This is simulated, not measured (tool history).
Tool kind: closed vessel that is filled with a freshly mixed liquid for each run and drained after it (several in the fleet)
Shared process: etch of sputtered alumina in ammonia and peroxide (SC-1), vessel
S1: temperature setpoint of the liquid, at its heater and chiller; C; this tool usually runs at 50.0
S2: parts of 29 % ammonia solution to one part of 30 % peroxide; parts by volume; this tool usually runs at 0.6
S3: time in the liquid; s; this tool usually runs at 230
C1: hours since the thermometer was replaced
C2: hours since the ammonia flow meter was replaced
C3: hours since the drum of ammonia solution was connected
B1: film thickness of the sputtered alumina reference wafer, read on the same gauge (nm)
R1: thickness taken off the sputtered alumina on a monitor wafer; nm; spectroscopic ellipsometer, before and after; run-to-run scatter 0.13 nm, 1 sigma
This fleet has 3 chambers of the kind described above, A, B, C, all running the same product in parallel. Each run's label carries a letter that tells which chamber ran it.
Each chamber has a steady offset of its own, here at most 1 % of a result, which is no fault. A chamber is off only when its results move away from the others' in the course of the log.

run,day,S1,S2,S3,C1,C2,C3,B1,R1
1C,0.292,50.0,0.6,230,327.7,289.4,91.5,130.03,13.187
2B,0.612,50.0,0.6,230,546.1,612.2,320.3,129.96,13.064
3A,0.888,50.0,0.6,230,725.9,1040.0,253.0,130.02,13.273
4B,1.196,50.0,0.6,230,560.1,626.2,334.3,129.99,12.911
5A,1.412,50.0,0.6,230,738.5,1052.6,265.6,129.97,13.211
# day 1.604: chamber A: thermometer replaced
6C,1.758,50.0,0.6,230,362.9,324.6,126.7,129.98,13.072
7C,2.046,50.0,0.6,230,369.8,331.5,133.6,130.04,13.019
8B,2.396,50.0,0.6,230,588.9,655.0,363.1,129.98,13.335
9A,2.554,50.0,0.6,230,22.9,1080.0,293.0,129.98,13.344
10A,2.883,50.0,0.6,230,30.8,1087.9,300.9,130.01,13.013
11C,3.092,50.0,0.6,230,394.9,356.6,158.7,130.01,13.101
12B,3.292,50.0,0.6,230,610.4,676.5,384.6,129.98,13.201
13B,3.517,50.0,0.6,230,615.8,681.9,390.0,129.96,12.942
14A,3.875,58.5,0.6,125,54.6,1111.7,324.7,130.02,11.037
15C,4.088,58.5,0.6,125,418.8,380.5,182.6,129.96,11.363
16A,4.246,58.5,0.6,125,63.5,1120.6,333.6,129.99,11.294
17B,4.408,50.0,0.6,230,637.2,703.3,411.4,130.01,13.397
18C,4.579,50.0,0.6,230,430.6,392.3,194.4,130.01,12.942
19C,4.792,50.0,0.6,230,435.7,397.4,199.5,129.99,13.116
20B,4.992,50.0,0.6,230,651.2,717.3,425.4,130.01,13.423
21A,5.350,50.0,0.6,230,90.0,1147.1,360.1,129.95,13.193
22A,5.600,50.0,0.6,230,96.0,1153.1,366.1,129.99,13.016
23B,5.867,55.0,0.6,230,672.2,738.3,446.4,129.99,17.821
24C,6.108,55.0,0.6,230,467.3,429.0,231.1,130.03,17.349
25C,6.362,55.0,0.6,230,473.4,435.1,237.2,129.99,16.848
26A,6.700,50.0,0.6,230,122.4,1179.5,392.5,129.99,12.987
27B,6.971,50.0,0.6,230,698.7,764.8,472.9,130.01,13.832
28C,7.329,50.0,0.6,230,496.6,458.3,260.4,129.99,12.842
29A,7.650,50.0,0.6,230,145.2,1202.3,415.3,129.98,13.046
30B,7.825,50.0,0.6,230,719.2,785.3,493.4,129.96,14.192
# day 7.908: chamber A: new drum of ammonia solution connected
31C,8.029,50.0,0.6,230,513.4,475.1,277.2,129.99,12.999
32A,8.375,50.0,0.6,230,162.6,1219.7,11.2,129.97,12.844
33B,8.579,50.0,0.6,230,737.3,803.4,511.5,130.01,14.345
34C,8.800,50.0,0.6,230,531.9,493.6,295.7,129.97,13.115
35A,8.983,50.0,0.6,230,177.2,1234.3,25.8,129.97,13.103

Each of the 3 chambers runs these same settings next. Fill in every chamber's results:
36A,9.246,50.0,0.6,230,,,,,?
36B,9.246,50.0,0.6,230,,,,,?
36C,9.246,50.0,0.6,230,,,,,?

run,R1
36A,12.925
36B,14.086
36C,13.082

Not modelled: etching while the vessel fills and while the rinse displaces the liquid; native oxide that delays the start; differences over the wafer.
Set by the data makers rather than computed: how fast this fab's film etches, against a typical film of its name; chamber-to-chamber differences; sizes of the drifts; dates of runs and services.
